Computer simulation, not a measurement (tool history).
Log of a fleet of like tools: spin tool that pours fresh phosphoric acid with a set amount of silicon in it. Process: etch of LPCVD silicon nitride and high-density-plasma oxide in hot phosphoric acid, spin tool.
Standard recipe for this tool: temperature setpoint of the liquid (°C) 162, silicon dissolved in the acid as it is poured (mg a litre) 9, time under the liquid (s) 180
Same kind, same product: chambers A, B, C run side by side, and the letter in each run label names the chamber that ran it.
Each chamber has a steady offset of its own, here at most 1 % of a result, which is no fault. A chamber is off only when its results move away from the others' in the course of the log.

run    day  temperature setpoint of the liquid (°C)  silicon dissolved in the acid as it is poured (mg a litre)  time under the liquid (s)  hours since the thermometer was replaced  hours since the dissolved silicon flow meter was replaced  hours since the heated supply line was repaired  read-back film thickness of the LPCVD silicon nitride reference wafer, read on the same gauge (nm)  read-back film thickness of the high-density-plasma oxide reference wafer, read on the same gauge (nm)  thickness taken off the LPCVD silicon nitride on a monitor wafer (Å)  thickness taken off the high-density-plasma oxide on a monitor wafer (Å)
 1B  0.167                                      162                                                           9                        180                                    1705.8                                                      588.5                                            618.8                                                                                              129.98                                                                                                  109.99                                                                162.25                                                                     5.866
 2A  0.304                                      162                                                           9                        180                                     670.4                                                       96.2                                           1626.9                                                                                              130.01                                                                                                     110                                                                169.16                                                                     5.676
 3C  0.529                                      162                                                           9                        180                                     680.2                                                      724.9                                            548.8                                                                                              129.96                                                                                                  109.98                                                                166.32                                                                    5.7668
 4A   0.75                                      162                                                           9                        180                                     681.1                                                      106.9                                           1637.6                                                                                              129.98                                                                                                  109.99                                                                168.56                                                                    6.2304
 5C  0.912                                      163                                                           9                        180                                     689.4                                                      734.1                                              558                                                                                                 130                                                                                                  110.01                                                                173.29                                                                    6.7627
 6B  1.121                                      163                                                           9                        180                                    1728.7                                                      611.4                                            641.7                                                                                              129.99                                                                                                  110.01                                                                167.98                                                                    6.4295
 7C  1.338                                      163                                                           9                        180                                     699.6                                                      744.3                                            568.2                                                                                                 130                                                                                                     110                                                                174.33                                                                    6.5155
 8B  1.558                                      162                                                           9                        180                                    1739.2                                                      621.9                                            652.2                                                                                              129.99                                                                                                  109.99                                                                164.84                                                                    5.6607
 9A  1.775                                      162                                                           9                        180                                     705.7                                                      131.5                                           1662.2                                                                                              130.02                                                                                                     110                                                                165.96                                                                    5.9198
10C  1.946                                      162                                                           9                        180                                     714.2                                                      758.9                                            582.8                                                                                              129.97                                                                                                  109.99                                                                168.74                                                                    6.2796
11A  2.171                                      162                                                           9                        180                                     715.2                                                        141                                           1671.7                                                                                              130.02                                                                                                  109.99                                                                165.27                                                                    5.4764
12B  2.392                                      162                                                           9                        180                                    1759.2                                                      641.9                                            672.2                                                                                              129.99                                                                                                     110                                                                165.28                                                                    5.7226
13A  2.538                                      162                                                           9                        180                                       724                                                      149.8                                           1680.5                                                                                              129.99                                                                                                     110                                                                160.81                                                                     5.671
14B  2.742                                      162                                                           9                        180                                    1767.6                                                      650.3                                            680.6                                                                                                 130                                                                                                  109.99                                                                165.97                                                                    5.4177
15C  2.846                                      162                                                           9                        180                                     735.8                                                      780.5                                            604.4                                                                                              129.97                                                                                                  109.99                                                                167.14                                                                    5.6975
16B  3.004                                      162                                                           9                        180                                    1773.9                                                      656.6                                            686.9                                                                                              130.01                                                                                                  109.98                                                                164.82                                                                    6.1339
17A  3.162                                      162                                                           9                        180                                       739                                                      164.8                                           1695.5                                                                                              130.04                                                                                                  109.99                                                                161.44                                                                     4.786
18C    3.3                                      162                                                          15                        230                                     746.7                                                      791.4                                            615.3                                                                                              130.01                                                                                                  109.99                                                                217.04                                                                    6.3177
19A  3.496                                      162                                                          15                        230                                       747                                                      172.8                                           1703.5                                                                                                 130                                                                                                     110                                                                202.49                                                                    6.2402
20B  3.688                                      162                                                          15                        230                                    1790.3                                                        673                                            703.3                                                                                              129.95                                                                                                     110                                                                211.95                                                                    6.5909
21C  3.812                                    160.5                                                          13                        180                                       759                                                      803.7                                            627.6                                                                                              129.98                                                                                                  110.01                                                                156.42                                                                    5.2799
22C  3.996                                    160.5                                                          13                        180                                     763.4                                                      808.1                                              632                                                                                                 130                                                                                                  110.02                                                                157.55                                                                    4.9869
23B    4.2                                    160.5                                                          13                        180                                    1802.6                                                      685.3                                            715.6                                                                                              130.01                                                                                                  110.01                                                                157.26                                                                    5.0921
24A  4.425                                      162                                                           9                        180                                     769.3                                                      195.1                                           1725.8                                                                                              130.02                                                                                                  110.01                                                                154.16                                                                    5.0654
25C  4.533                                      162                                                           9                        105                                     776.3                                                        821                                            644.9                                                                                              130.04                                                                                                  109.99                                                                97.277                                                                    3.5592

Is one chamber out of step, is the gauge drifting, or do the chambers differ by no more than their own small offsets? For an off chamber, give its letter and the likeliest cause.

Little by little, chamber A moves away from the other chambers.
What lies behind it: temperature lost on the way to the wafer (K) = 2.5.
The log may not tell that from: liquid colder than its thermometer reads (K).

Chamber A could run next with any of the 4 candidate recipes listed below; each alters the usual settings, and their results appear as question marks. Which one brings its results back in line with what the other chambers deliver on the usual settings?
In line means no further than this from the other chambers' mean on the usual settings: thickness taken off the LPCVD silicon nitride on a monitor wafer (Å) 4; thickness taken off the high-density-plasma oxide on a monitor wafer (Å) 1.2
26A-1  4.7                                      161                                                          12                        175                                                                                                                                                                                                                                                                                                                                                                                                                                       ?                                                                         ?
26A-2  4.7                                    161.5                                                          10                        180                                                                                                                                                                                                                                                                                                                                                                                                                                       ?                                                                         ?
26A-3  4.7                                    162.5                                                           8                        180                                                                                                                                                                                                                                                                                                                                                                                                                                       ?                                                                         ?
26A-4  4.7                                      163                                                           6                        185                                                                                                                                                                                                                                                                                                                                                                                                                                       ?                                                                         ?

The other chambers' mean on the usual settings: thickness taken off the LPCVD silicon nitride on a monitor wafer (Å) 165.57; thickness taken off the high-density-plasma oxide on a monitor wafer (Å) 5.8522
  run  thickness taken off the LPCVD silicon nitride on a monitor wafer (Å)  thickness taken off the high-density-plasma oxide on a monitor wafer (Å)
26A-1                                                                144.81                                                                    4.0696
26A-2                                                                151.48                                                                    4.5468
26A-3                                                                156.61                                                                    5.1112
26A-4                                                                163.69                                                                    5.6832
26A-4 brings the chamber back in line.
